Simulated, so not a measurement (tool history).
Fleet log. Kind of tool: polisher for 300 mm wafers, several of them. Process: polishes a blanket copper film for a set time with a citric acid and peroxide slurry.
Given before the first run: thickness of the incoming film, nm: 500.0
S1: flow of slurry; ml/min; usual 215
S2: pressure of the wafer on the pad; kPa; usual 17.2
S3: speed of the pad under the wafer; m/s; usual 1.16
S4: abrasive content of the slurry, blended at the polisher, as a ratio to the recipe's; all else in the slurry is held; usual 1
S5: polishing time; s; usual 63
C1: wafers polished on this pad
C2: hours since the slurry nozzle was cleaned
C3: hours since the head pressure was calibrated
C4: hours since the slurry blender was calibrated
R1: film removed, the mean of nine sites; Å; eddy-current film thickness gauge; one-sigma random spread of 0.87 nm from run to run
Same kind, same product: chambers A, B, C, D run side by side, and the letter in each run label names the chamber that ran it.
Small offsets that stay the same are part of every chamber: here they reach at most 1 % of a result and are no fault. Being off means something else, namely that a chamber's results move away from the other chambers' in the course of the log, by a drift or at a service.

{"run": "1A", "day": 0.208, "S1": 215, "S2": 17.2, "S3": 1.16, "S4": 1, "S5": 63, "C1": 618, "C2": 215.7, "C3": 398.2, "C4": 206.7, "R1": 1153.1}
{"run": "2D", "day": 0.442, "S1": 215, "S2": 17.2, "S3": 1.16, "S4": 1, "S5": 63, "C1": 629, "C2": 545.7, "C3": 441.6, "C4": 206, "R1": 1170.1}
{"day": 0.571, "done": "chamber B: worn pad replaced by a new one"}
{"run": "3C", "day": 0.629, "S1": 215, "S2": 17.2, "S3": 1.16, "S4": 1, "S5": 63, "C1": 405, "C2": 64.6, "C3": 120.5, "C4": 365.2, "R1": 1150.7}
{"run": "4B", "day": 0.812, "S1": 215, "S2": 17.2, "S3": 1.16, "S4": 1, "S5": 63, "C1": 42, "C2": 399.5, "C3": 670.6, "C4": 132.1, "R1": 1148.8}
{"day": 0.921, "done": "chamber A: worn pad replaced by a new one"}
{"run": "5B", "day": 1.075, "S1": 215, "S2": 17.2, "S3": 1.16, "S4": 1, "S5": 63, "C1": 87, "C2": 405.8, "C3": 676.9, "C4": 138.4, "R1": 1156.3}
{"run": "6A", "day": 1.321, "S1": 215, "S2": 17.2, "S3": 1.16, "S4": 1, "S5": 63, "C1": 69, "C2": 242.4, "C3": 424.9, "C4": 233.4, "R1": 1147.1}
{"day": 1.425, "done": "chamber C: slurry blender recalibrated"}
{"run": "7D", "day": 1.6, "S1": 215, "S2": 17.2, "S3": 1.16, "S4": 1, "S5": 63, "C1": 829, "C2": 573.5, "C3": 469.4, "C4": 233.8, "R1": 1155.2}
{"run": "8C", "day": 1.912, "S1": 215, "S2": 17.2, "S3": 1.16, "S4": 1, "S5": 63, "C1": 627, "C2": 95.4, "C3": 151.3, "C4": 11.7, "R1": 1147.3}
{"run": "9B", "day": 2.175, "S1": 215, "S2": 17.2, "S3": 1.16, "S4": 1, "S5": 63, "C1": 277, "C2": 432.2, "C3": 703.3, "C4": 164.8, "R1": 1164.8}
{"day": 2.404, "done": "chamber D: slurry blender recalibrated"}
{"run": "10C", "day": 2.492, "S1": 215, "S2": 17.2, "S3": 1.16, "S4": 1, "S5": 63, "C1": 727, "C2": 109.3, "C3": 165.2, "C4": 25.6, "R1": 1160.9}
{"day": 2.521, "done": "chamber D: slurry nozzle cleaned"}
{"run": "11D", "day": 2.654, "S1": 215, "S2": 17.2, "S3": 1.16, "S4": 1, "S5": 63, "C1": 1010, "C2": 3.3, "C3": 494.7, "C4": 6, "R1": 1163}
{"run": "12A", "day": 2.808, "S1": 215, "S2": 17.2, "S3": 1.16, "S4": 1, "S5": 63, "C1": 325, "C2": 278.1, "C3": 460.6, "C4": 269.1, "R1": 1165.3}
{"run": "13A", "day": 3.129, "S1": 215, "S2": 17.2, "S3": 1.16, "S4": 1, "S5": 63, "C1": 380, "C2": 285.8, "C3": 468.3, "C4": 276.8, "R1": 1172}
{"day": 3.225, "done": "chamber D: head pressure recalibrated"}
{"run": "14D", "day": 3.454, "S1": 215, "S2": 17.2, "S3": 1.16, "S4": 1, "S5": 63, "C1": 1148, "C2": 22.5, "C3": 5.6, "C4": 25.2, "R1": 1100.6}
{"run": "15C", "day": 3.642, "S1": 215, "S2": 17.2, "S3": 1.16, "S4": 1, "S5": 63, "C1": 925, "C2": 136.9, "C3": 192.8, "C4": 53.2, "R1": 1159.2}
{"run": "16B", "day": 3.792, "S1": 215, "S2": 17.2, "S3": 1.16, "S4": 1, "S5": 63, "C1": 556, "C2": 471, "C3": 742.1, "C4": 203.6, "R1": 1159.2}
{"run": "17C", "day": 4.008, "S1": 215, "S2": 17.2, "S3": 1.16, "S4": 1, "S5": 63, "C1": 988, "C2": 145.7, "C3": 201.6, "C4": 62, "R1": 1165.9}
{"run": "18B", "day": 4.3, "S1": 215, "S2": 17.2, "S3": 1.16, "S4": 1, "S5": 63, "C1": 643, "C2": 483.2, "C3": 754.3, "C4": 215.8, "R1": 1166.5}
{"run": "19D", "day": 4.488, "S1": 215, "S2": 17.2, "S3": 1.16, "S4": 1, "S5": 63, "C1": 1326, "C2": 47.3, "C3": 30.4, "C4": 50, "R1": 1104.6}
{"day": 4.596, "done": "chamber A: head pressure recalibrated"}
{"day": 4.729, "done": "chamber A: worn pad replaced by a new one"}
{"run": "20A", "day": 4.8, "S1": 215, "S2": 17.2, "S3": 1.16, "S4": 1, "S5": 63, "C1": 12, "C2": 325.9, "C3": 5, "C4": 316.9, "R1": 1162.8}
{"run": "21C", "day": 4.946, "S1": 215, "S2": 17.2, "S3": 1.16, "S4": 1, "S5": 63, "C1": 1150, "C2": 168.2, "C3": 224.1, "C4": 84.5, "R1": 1135.6}
{"run": "22D", "day": 5.204, "S1": 215, "S2": 17.2, "S3": 1.16, "S4": 1, "S5": 63, "C1": 1450, "C2": 64.5, "C3": 47.6, "C4": 67.2, "R1": 1102.4}
{"run": "23A", "day": 5.4, "S1": 215, "S2": 17.2, "S3": 1.16, "S4": 1, "S5": 63, "C1": 115, "C2": 340.3, "C3": 19.4, "C4": 331.3, "R1": 1153.8}
{"day": 5.525, "done": "chamber C: worn pad replaced by a new one"}
{"run": "24B", "day": 5.712, "S1": 215, "S2": 17.2, "S3": 1.16, "S4": 1, "S5": 63, "C1": 887, "C2": 517.1, "C3": 788.2, "C4": 249.7, "R1": 1155.2}
{"day": 5.962, "done": "chamber D: worn pad replaced by a new one"}
{"run": "25D", "day": 5.975, "S1": 215, "S2": 17.2, "S3": 1.16, "S4": 1, "S5": 63, "C1": 2, "C2": 83, "C3": 66.1, "C4": 85.7, "R1": 1096.1}
{"run": "26C", "day": 6.262, "S1": 215, "S2": 17.2, "S3": 1.16, "S4": 1, "S5": 63, "C1": 127, "C2": 199.8, "C3": 255.7, "C4": 116.1, "R1": 1154.8}
{"run": "27B", "day": 6.571, "S1": 215, "S2": 17.2, "S3": 1.16, "S4": 1, "S5": 63, "C1": 1035, "C2": 537.7, "C3": 808.8, "C4": 270.3, "R1": 1157.4}
{"run": "28A", "day": 6.775, "S1": 215, "S2": 17.2, "S3": 1.16, "S4": 1, "S5": 63, "C1": 353, "C2": 373.3, "C3": 52.4, "C4": 364.3, "R1": 1154.6}
{"run": "29A", "day": 6.942, "S1": 215, "S2": 17.2, "S3": 1.16, "S4": 1, "S5": 63, "C1": 381, "C2": 377.3, "C3": 56.4, "C4": 368.3, "R1": 1160.5}
{"run": "30D", "day": 7.15, "S1": 215, "S2": 17.2, "S3": 1.16, "S4": 1, "S5": 63, "C1": 205, "C2": 111.2, "C3": 94.3, "C4": 113.9, "R1": 1101.2}
{"run": "31B", "day": 7.312, "S1": 215, "S2": 17.2, "S3": 1.16, "S4": 1, "S5": 63, "C1": 1163, "C2": 555.5, "C3": 826.6, "C4": 288.1, "R1": 1164.2}
{"run": "32C", "day": 7.533, "S1": 215, "S2": 17.2, "S3": 1.16, "S4": 1, "S5": 63, "C1": 346, "C2": 230.3, "C3": 286.2, "C4": 146.6, "R1": 1158}

Next, every chamber runs the same settings. What will each give?
{"run": "33A", "day": 7.767, "S1": 215, "S2": 17.2, "S3": 1.16, "S4": 1, "S5": 63, "R1": "?"}
{"run": "33B", "day": 7.767, "S1": 215, "S2": 17.2, "S3": 1.16, "S4": 1, "S5": 63, "R1": "?"}
{"run": "33C", "day": 7.767, "S1": 215, "S2": 17.2, "S3": 1.16, "S4": 1, "S5": 63, "R1": "?"}
{"run": "33D", "day": 7.767, "S1": 215, "S2": 17.2, "S3": 1.16, "S4": 1, "S5": 63, "R1": "?"}

run=33A R1=1148
run=33B R1=1157.2
run=33C R1=1156
run=33D R1=1101.2

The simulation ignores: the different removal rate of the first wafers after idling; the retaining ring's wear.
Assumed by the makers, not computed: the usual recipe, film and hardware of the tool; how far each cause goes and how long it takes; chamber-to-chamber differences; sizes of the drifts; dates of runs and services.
